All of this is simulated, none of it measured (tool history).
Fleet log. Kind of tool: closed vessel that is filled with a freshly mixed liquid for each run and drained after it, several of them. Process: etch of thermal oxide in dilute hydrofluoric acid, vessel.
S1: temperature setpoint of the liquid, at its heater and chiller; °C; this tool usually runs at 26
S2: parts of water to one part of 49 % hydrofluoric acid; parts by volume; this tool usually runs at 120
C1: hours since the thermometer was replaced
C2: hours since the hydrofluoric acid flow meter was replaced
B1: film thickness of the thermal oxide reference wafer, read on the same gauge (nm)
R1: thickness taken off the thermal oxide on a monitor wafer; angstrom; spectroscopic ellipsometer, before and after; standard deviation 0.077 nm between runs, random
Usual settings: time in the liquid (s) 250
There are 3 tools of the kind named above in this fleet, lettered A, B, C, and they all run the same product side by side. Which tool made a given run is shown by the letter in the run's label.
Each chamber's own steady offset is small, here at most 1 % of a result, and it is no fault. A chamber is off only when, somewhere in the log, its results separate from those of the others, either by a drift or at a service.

{"run": "1A", "hour": 6.3, "S1": 26, "S2": 120, "time in the liquid (s)": 250, "C1": 1843.8, "C2": 363.9, "B1": 49.986, "R1": 107.64}
{"run": "2C", "hour": 14.7, "S1": 26, "S2": 120, "time in the liquid (s)": 250, "C1": 1114.9, "C2": 391.9, "B1": 50.007, "R1": 108.69}
{"run": "3B", "hour": 19.4, "S1": 26, "S2": 120, "time in the liquid (s)": 250, "C1": 957.0, "C2": 477.1, "B1": 50.0, "R1": 107.12}
{"run": "4C", "hour": 25.8, "S1": 26, "S2": 120, "time in the liquid (s)": 250, "C1": 1126.0, "C2": 403.0, "B1": 50.002, "R1": 109.82}
{"run": "5B", "hour": 35.6, "S1": 26, "S2": 120, "time in the liquid (s)": 250, "C1": 973.2, "C2": 493.3, "B1": 50.007, "R1": 106.8}
{"run": "6A", "hour": 40.8, "S1": 26, "S2": 120, "time in the liquid (s)": 250, "C1": 1878.3, "C2": 398.4, "B1": 49.978, "R1": 106.53}
{"run": "7B", "hour": 48.7, "S1": 26, "S2": 120, "time in the liquid (s)": 250, "C1": 986.3, "C2": 506.4, "B1": 50.006, "R1": 107.81}
{"run": "8C", "hour": 58.2, "S1": 26, "S2": 120, "time in the liquid (s)": 250, "C1": 1158.4, "C2": 435.4, "B1": 49.994, "R1": 109.62}
{"run": "9A", "hour": 64.6, "S1": 26, "S2": 120, "time in the liquid (s)": 250, "C1": 1902.1, "C2": 422.2, "B1": 50.002, "R1": 107.35}
{"run": "10B", "hour": 75.3, "S1": 26, "S2": 120, "time in the liquid (s)": 250, "C1": 1012.9, "C2": 533.0, "B1": 50.026, "R1": 109.37}
{"run": "11A", "hour": 80.8, "S1": 26, "S2": 120, "time in the liquid (s)": 250, "C1": 1918.3, "C2": 438.4, "B1": 50.006, "R1": 106.44}
{"run": "12C", "hour": 85.5, "S1": 26, "S2": 120, "time in the liquid (s)": 250, "C1": 1185.7, "C2": 462.7, "B1": 49.994, "R1": 111.2}
{"run": "13B", "hour": 93.4, "S1": 26, "S2": 120, "time in the liquid (s)": 250, "C1": 1031.0, "C2": 551.1, "B1": 49.98, "R1": 107.83}
{"run": "14A", "hour": 102.5, "S1": 26, "S2": 120, "time in the liquid (s)": 250, "C1": 1940.0, "C2": 460.1, "B1": 50.021, "R1": 106.54}
{"run": "15C", "hour": 108.7, "S1": 26, "S2": 120, "time in the liquid (s)": 250, "C1": 1208.9, "C2": 485.9, "B1": 50.005, "R1": 112.11}
{"run": "16C", "hour": 118.7, "S1": 26, "S2": 120, "time in the liquid (s)": 250, "C1": 1218.9, "C2": 495.9, "B1": 50.003, "R1": 112.8}
{"run": "17A", "hour": 126.7, "S1": 26, "S2": 120, "time in the liquid (s)": 250, "C1": 1964.2, "C2": 484.3, "B1": 49.995, "R1": 107.21}
{"run": "18B", "hour": 132.6, "S1": 26, "S2": 120, "time in the liquid (s)": 250, "C1": 1070.2, "C2": 590.3, "B1": 49.988, "R1": 108.69}
{"run": "19A", "hour": 142.0, "S1": 26, "S2": 120, "time in the liquid (s)": 250, "C1": 1979.5, "C2": 499.6, "B1": 49.989, "R1": 107.12}
{"run": "20B", "hour": 148.5, "S1": 26, "S2": 120, "time in the liquid (s)": 250, "C1": 1086.1, "C2": 606.2, "B1": 50.006, "R1": 108.07}
{"run": "21C", "hour": 156.7, "S1": 26, "S2": 120, "time in the liquid (s)": 250, "C1": 1256.9, "C2": 533.9, "B1": 50.0, "R1": 114.52}
{"run": "22B", "hour": 162.9, "S1": 26, "S2": 120, "time in the liquid (s)": 250, "C1": 1100.5, "C2": 620.6, "B1": 50.014, "R1": 107.42}

One chamber off, gauge drift, or nothing amiss beyond the chambers' own small offsets? If it is a chamber, which one, and what is the likeliest cause?

It is chamber C that slowly wanders off from its peers.
Most likely cause: hydrofluoric acid flow above the setpoint (%) = 6.01.
The log may not separate it from: liquid hotter than its thermometer reads (K).

Which of the 4 candidates below, each the usual settings with something changed and its results left as question marks, puts chamber C back in line with what the other chambers give on the usual settings?
In line here means within this much of the mean the other chambers give on the usual settings: R1 2.70 angstrom
{"run": "23C-1", "hour": 170.5, "S1": 26, "S2": 120, "time in the liquid (s)": 255, "R1": "?"}
{"run": "23C-2", "hour": 170.5, "S1": 26, "S2": 120, "time in the liquid (s)": 235, "R1": "?"}
{"run": "23C-3", "hour": 170.5, "S1": 26, "S2": 120, "time in the liquid (s)": 245, "R1": "?"}
{"run": "23C-4", "hour": 170.5, "S1": 26, "S2": 115, "time in the liquid (s)": 255, "R1": "?"}

Usual-settings mean across the other chambers: R1 107.64 angstrom
run=23C-1 R1=117.54
run=23C-2 R1=108.32
run=23C-3 R1=112.93
run=23C-4 R1=123.30
23C-2 is the one that brings the chamber's results back in line with the other chambers.
